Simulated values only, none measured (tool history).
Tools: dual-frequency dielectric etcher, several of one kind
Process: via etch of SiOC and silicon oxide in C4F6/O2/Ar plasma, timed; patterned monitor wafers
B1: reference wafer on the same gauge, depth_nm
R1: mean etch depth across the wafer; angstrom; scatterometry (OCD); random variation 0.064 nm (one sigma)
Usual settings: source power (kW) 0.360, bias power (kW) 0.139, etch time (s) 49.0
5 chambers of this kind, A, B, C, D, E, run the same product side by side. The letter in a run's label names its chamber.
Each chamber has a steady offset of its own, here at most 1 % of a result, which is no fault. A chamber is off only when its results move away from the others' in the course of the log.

run 1C hour=3.9 | source_power_(kW)=0.360 bias_power_(kW)=0.139 etch_time_(s)=49.0 | B1=39.310 | R1=488.36
run 2A hour=6.9 | source_power_(kW)=0.360 bias_power_(kW)=0.139 etch_time_(s)=49.0 | B1=39.309 | R1=494.55
run 3E hour=11.1 | source_power_(kW)=0.360 bias_power_(kW)=0.139 etch_time_(s)=49.0 | B1=39.318 | R1=489.36
run 4B hour=15.0 | source_power_(kW)=0.360 bias_power_(kW)=0.139 etch_time_(s)=49.0 | B1=39.327 | R1=489.61
run 5D hour=19.0 | source_power_(kW)=0.360 bias_power_(kW)=0.139 etch_time_(s)=49.0 | B1=39.331 | R1=490.23
run 6E hour=22.4 | source_power_(kW)=0.360 bias_power_(kW)=0.139 etch_time_(s)=49.0 | B1=39.343 | R1=488.99
run 7C hour=25.6 | source_power_(kW)=0.360 bias_power_(kW)=0.139 etch_time_(s)=49.0 | B1=39.341 | R1=489.46
run 8D hour=29.2 | source_power_(kW)=0.360 bias_power_(kW)=0.139 etch_time_(s)=49.0 | B1=39.339 | R1=490.65
run 9A hour=33.8 | source_power_(kW)=0.360 bias_power_(kW)=0.139 etch_time_(s)=49.0 | B1=39.342 | R1=494.93
run 10B hour=38.8 | source_power_(kW)=0.360 bias_power_(kW)=0.139 etch_time_(s)=49.0 | B1=39.356 | R1=489.48
run 11B hour=42.5 | source_power_(kW)=0.360 bias_power_(kW)=0.139 etch_time_(s)=49.0 | B1=39.349 | R1=490.31
-- hour=42.7 chamber B: bias power generator calibrated
run 12D hour=46.9 | source_power_(kW)=0.360 bias_power_(kW)=0.139 etch_time_(s)=49.0 | B1=39.369 | R1=489.80
run 13E hour=51.4 | source_power_(kW)=0.360 bias_power_(kW)=0.139 etch_time_(s)=49.0 | B1=39.380 | R1=490.06
run 14C hour=55.6 | source_power_(kW)=0.360 bias_power_(kW)=0.139 etch_time_(s)=49.0 | B1=39.391 | R1=488.80
run 15A hour=58.2 | source_power_(kW)=0.360 bias_power_(kW)=0.139 etch_time_(s)=49.0 | B1=39.395 | R1=495.54
run 16C hour=61.5 | source_power_(kW)=0.360 bias_power_(kW)=0.139 etch_time_(s)=49.0 | B1=39.388 | R1=489.79
-- hour=63.2 chamber B: wet clean of the chamber
run 17A hour=64.1 | source_power_(kW)=0.360 bias_power_(kW)=0.139 etch_time_(s)=49.0 | B1=39.394 | R1=495.89
run 18B hour=67.2 | source_power_(kW)=0.360 bias_power_(kW)=0.139 etch_time_(s)=60.0 | B1=39.403 | R1=599.61
-- hour=70.1 chamber C: source power generator calibrated
run 19E hour=70.2 | source_power_(kW)=0.360 bias_power_(kW)=0.139 etch_time_(s)=60.0 | B1=39.406 | R1=600.23
run 20D hour=72.9 | source_power_(kW)=0.360 bias_power_(kW)=0.139 etch_time_(s)=60.0 | B1=39.408 | R1=602.54
run 21E hour=76.4 | source_power_(kW)=0.360 bias_power_(kW)=0.139 etch_time_(s)=60.0 | B1=39.430 | R1=600.81
run 22D hour=78.9 | source_power_(kW)=0.360 bias_power_(kW)=0.139 etch_time_(s)=60.0 | B1=39.421 | R1=602.95
run 23A hour=82.7 | source_power_(kW)=0.360 bias_power_(kW)=0.139 etch_time_(s)=49.0 | B1=39.440 | R1=495.99
run 24B hour=86.3 | source_power_(kW)=0.360 bias_power_(kW)=0.139 etch_time_(s)=49.0 | B1=39.437 | R1=489.55
run 25C hour=91.4 | source_power_(kW)=0.360 bias_power_(kW)=0.139 etch_time_(s)=49.0 | B1=39.427 | R1=490.67
run 26C hour=95.4 | source_power_(kW)=0.360 bias_power_(kW)=0.139 etch_time_(s)=49.0 | B1=39.452 | R1=491.35
run 27E hour=100.5 | source_power_(kW)=0.360 bias_power_(kW)=0.139 etch_time_(s)=49.0 | B1=39.452 | R1=490.94
run 28B hour=104.2 | source_power_(kW)=0.280 bias_power_(kW)=0.139 etch_time_(s)=49.0 | B1=39.464 | R1=445.64
run 29A hour=106.7 | source_power_(kW)=0.280 bias_power_(kW)=0.139 etch_time_(s)=49.0 | B1=39.467 | R1=449.19
run 30D hour=110.2 | source_power_(kW)=0.280 bias_power_(kW)=0.139 etch_time_(s)=49.0 | B1=39.471 | R1=446.45
run 31B hour=113.2 | source_power_(kW)=0.280 bias_power_(kW)=0.139 etch_time_(s)=49.0 | B1=39.455 | R1=446.20
run 32C hour=116.0 | source_power_(kW)=0.280 bias_power_(kW)=0.139 etch_time_(s)=49.0 | B1=39.487 | R1=445.45
run 33E hour=119.6 | source_power_(kW)=0.360 bias_power_(kW)=0.139 etch_time_(s)=49.0 | B1=39.491 | R1=491.17
run 34D hour=122.0 | source_power_(kW)=0.360 bias_power_(kW)=0.139 etch_time_(s)=49.0 | B1=39.483 | R1=492.88
run 35A hour=125.3 | source_power_(kW)=0.360 bias_power_(kW)=0.139 etch_time_(s)=49.0 | B1=39.502 | R1=495.74
run 36E hour=129.7 | source_power_(kW)=0.360 bias_power_(kW)=0.139 etch_time_(s)=49.0 | B1=39.501 | R1=491.97
run 37A hour=133.4 | source_power_(kW)=0.360 bias_power_(kW)=0.139 etch_time_(s)=49.0 | B1=39.511 | R1=496.47

Next, every chamber runs the same settings. What will each give?
run 38A hour=137.4 | source_power_(kW)=0.360 bias_power_(kW)=0.139 etch_time_(s)=62.5 | R1=?
run 38B hour=137.4 | source_power_(kW)=0.360 bias_power_(kW)=0.139 etch_time_(s)=62.5 | R1=?
run 38C hour=137.4 | source_power_(kW)=0.360 bias_power_(kW)=0.139 etch_time_(s)=62.5 | R1=?
run 38D hour=137.4 | source_power_(kW)=0.360 bias_power_(kW)=0.139 etch_time_(s)=62.5 | R1=?
run 38E hour=137.4 | source_power_(kW)=0.360 bias_power_(kW)=0.139 etch_time_(s)=62.5 | R1=?

run=38A R1=634.50
run=38B R1=625.93
run=38C R1=626.38
run=38D R1=628.07
run=38E R1=626.95
